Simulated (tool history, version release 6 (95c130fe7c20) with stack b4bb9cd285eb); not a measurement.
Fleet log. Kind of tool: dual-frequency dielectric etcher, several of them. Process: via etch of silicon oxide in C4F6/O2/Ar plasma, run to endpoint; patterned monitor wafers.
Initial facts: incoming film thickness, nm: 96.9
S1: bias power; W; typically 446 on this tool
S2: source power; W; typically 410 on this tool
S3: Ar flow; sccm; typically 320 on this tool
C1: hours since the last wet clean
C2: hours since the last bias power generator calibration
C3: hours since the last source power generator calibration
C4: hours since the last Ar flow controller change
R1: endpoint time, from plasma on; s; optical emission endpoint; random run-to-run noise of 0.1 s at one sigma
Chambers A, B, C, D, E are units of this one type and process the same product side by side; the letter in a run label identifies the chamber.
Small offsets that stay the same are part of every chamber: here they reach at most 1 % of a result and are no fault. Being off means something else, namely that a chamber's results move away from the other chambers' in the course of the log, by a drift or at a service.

Run 1C, hour 11.6: usual settings; C1 226.1; C2 993; C3 1954.9; C4 2088.5. Result: R1 22.136 s.
Run 2D, hour 25.3: usual settings; C1 174.9; C2 536; C3 2962.8; C4 2126.6. Result: R1 22.138 s.
Run 3E, hour 35.3: usual settings; C1 110.7; C2 2822.1; C3 2621.2; C4 4645.5. Result: R1 22.176 s.
Run 4A, hour 46.3: usual settings; C1 212.5; C2 3583.7; C3 2192.5; C4 1207.1. Result: R1 22.072 s.
Run 5B, hour 54.9: usual settings; C1 256.8; C2 562.1; C3 1904; C4 2210.9. Result: R1 22.339 s.
Run 6C, hour 69.2: usual settings; C1 283.7; C2 1050.6; C3 2012.5; C4 2146.1. Result: R1 21.86 s.
Run 7E, hour 80.4: usual settings but S2 490 W; C1 155.8; C2 2867.2; C3 2666.3; C4 4690.6. Result: R1 20.962 s.
Run 8A, hour 92.6: usual settings but S2 490 W; C1 258.8; C2 3630; C3 2238.8; C4 1253.4. Result: R1 20.724 s.
Run 9B, hour 104.3: usual settings but S2 490 W; C1 306.2; C2 611.5; C3 1953.4; C4 2260.3. Result: R1 21.011 s.
Run 10D, hour 115.9: usual settings but S2 490 W; C1 265.5; C2 626.6; C3 3053.4; C4 2217.2. Result: R1 20.743 s.
Run 11B, hour 130.5: usual settings but S2 490 W; C1 332.4; C2 637.7; C3 1979.6; C4 2286.5. Result: R1 21.038 s.
At hour 135.6: chamber E: bias power generator calibrated.
At hour 139.9: chamber A: bias power generator calibrated.
Run 12D, hour 141.1: usual settings but S2 350 W; C1 290.7; C2 651.8; C3 3078.6; C4 2242.4. Result: R1 23.563 s.
Run 13E, hour 149.7: usual settings but S2 350 W; C1 225.1; C2 14.2; C3 2735.6; C4 4759.9. Result: R1 23.708 s.
Run 14A, hour 158.9: usual settings but S2 350 W; C1 325.1; C2 19; C3 2305.1; C4 1319.7. Result: R1 23.444 s.
Run 15C, hour 173.2: usual settings but S2 350 W; C1 387.7; C2 1154.6; C3 2116.5; C4 2250.1. Result: R1 23.45 s.
Run 16B, hour 188.6: usual settings but S2 350 W; C1 390.5; C2 695.8; C3 2037.7; C4 2344.6. Result: R1 23.743 s.
Run 17D, hour 197.5: usual settings; C1 347.1; C2 708.2; C3 3135; C4 2298.8. Result: R1 22.181 s.
Run 18C, hour 207: usual settings; C1 421.5; C2 1188.4; C3 2150.3; C4 2283.9. Result: R1 21.957 s.
Run 19A, hour 213.9: usual settings; C1 380.1; C2 74; C3 2360.1; C4 1374.7. Result: R1 22.061 s.
Run 20E, hour 224.7: usual settings; C1 300.1; C2 89.2; C3 2810.6; C4 4834.9. Result: R1 22.62 s.
Run 21E, hour 232.3: usual settings but S2 380 W, S3 285 sccm; C1 307.7; C2 96.8; C3 2818.2; C4 4842.5. Result: R1 23.204 s.
Run 22C, hour 247.2: usual settings but S2 380 W, S3 285 sccm; C1 461.7; C2 1228.6; C3 2190.5; C4 2324.1. Result: R1 22.517 s.
Run 23A, hour 256.8: usual settings but S2 380 W, S3 285 sccm; C1 423; C2 116.9; C3 2403; C4 1417.6. Result: R1 22.284 s.
At hour 262.6: chamber C: wet clean of the chamber.
Run 24B, hour 266.8: usual settings but S2 380 W, S3 285 sccm; C1 468.7; C2 774; C3 2115.9; C4 2422.8. Result: R1 22.853 s.
Run 25D, hour 273.9: usual settings but S2 380 W, S3 285 sccm; C1 423.5; C2 784.6; C3 3211.4; C4 2375.2. Result: R1 22.393 s.
Run 26B, hour 281.1: usual settings; C1 483; C2 788.3; C3 2130.2; C4 2437.1. Result: R1 22.346 s.
At hour 293.5: chamber B: wet clean of the chamber.
Run 27E, hour 294.7: usual settings; C1 370.1; C2 159.2; C3 2880.6; C4 4904.9. Result: R1 22.826 s.
At hour 303.3: chamber D: wet clean of the chamber.
Run 28D, hour 306.2: usual settings; C1 2.9; C2 816.9; C3 3243.7; C4 2407.5. Result: R1 22.16 s.
At hour 310.6: chamber A: wet clean of the chamber.
Run 29A, hour 319.6: usual settings; C1 9.1; C2 179.7; C3 2465.8; C4 1480.4. Result: R1 22.078 s.
Run 30C, hour 331.6: usual settings; C1 69; C2 1313; C3 2274.9; C4 2408.5. Result: R1 21.969 s.
Run 31E, hour 342: usual settings; C1 417.4; C2 206.5; C3 2927.9; C4 4952.2. Result: R1 22.809 s.
Run 32A, hour 356.2: usual settings; C1 45.7; C2 216.3; C3 2502.4; C4 1517. Result: R1 21.946 s.
At hour 364.3: chamber D: source power generator calibrated.
Run 33C, hour 371.3: usual settings but S1 411 W; C1 108.7; C2 1352.7; C3 2314.6; C4 2448.2. Result: R1 22.75 s.
Run 34B, hour 383.8: usual settings but S1 411 W; C1 90.4; C2 891; C3 2232.9; C4 2539.8. Result: R1 23.115 s.
Run 35D, hour 399.3: usual settings but S1 411 W; C1 96; C2 910; C3 35.1; C4 2500.6. Result: R1 22.918 s.
Run 36C, hour 411.7: usual settings but S1 411 W; C1 149.1; C2 1393.1; C3 2355; C4 2488.6. Result: R1 22.557 s.
Run 37E, hour 418.9: usual settings but S1 411 W; C1 494.3; C2 283.4; C3 3004.8; C4 5029.1. Result: R1 23.975 s.
Run 38B, hour 427.2: usual settings; C1 133.8; C2 934.4; C3 2276.3; C4 2583.2. Result: R1 22.579 s.
Run 39D, hour 443: usual settings; C1 139.7; C2 953.7; C3 78.8; C4 2544.3. Result: R1 22.232 s.
Run 40A, hour 454: usual settings but S1 484 W, S3 276 sccm; C1 143.5; C2 314.1; C3 2600.2; C4 1614.8. Result: R1 21.035 s.

Has any chamber moved away from the others, gradually or after a service, or does the common gauge drift, or do the chambers differ only by their own small steady offsets? State the chamber and the most likely cause if one applies.

Little by little, chamber E moves away from the other chambers.
What lies behind it: etch rate under this chamber's usual, % = 4.27.

Here are 4 candidates for chamber E's next run, each the usual settings with a change, their results left as question marks. Which one brings its results back in line with what the others give on the usual settings?
A result is in line if it is within this distance of the other chambers' mean on the usual settings: R1 0.35 s
Run 41E-1, hour 465.3: usual settings but S1 587 W. Result: R1 ?.
Run 41E-2, hour 465.3: usual settings but S3 208 sccm. Result: R1 ?.
Run 41E-3, hour 465.3: usual settings but S2 360 W. Result: R1 ?.
Run 41E-4, hour 465.3: usual settings but S1 336 W. Result: R1 ?.

The other chambers' mean on the usual settings: R1 22.193 s
  run      R1
41E-1  21.059
41E-2  22.215
41E-3   24.45
41E-4  25.772
The right change is 41E-2: it brings the chamber back within the allowed miss of the others.
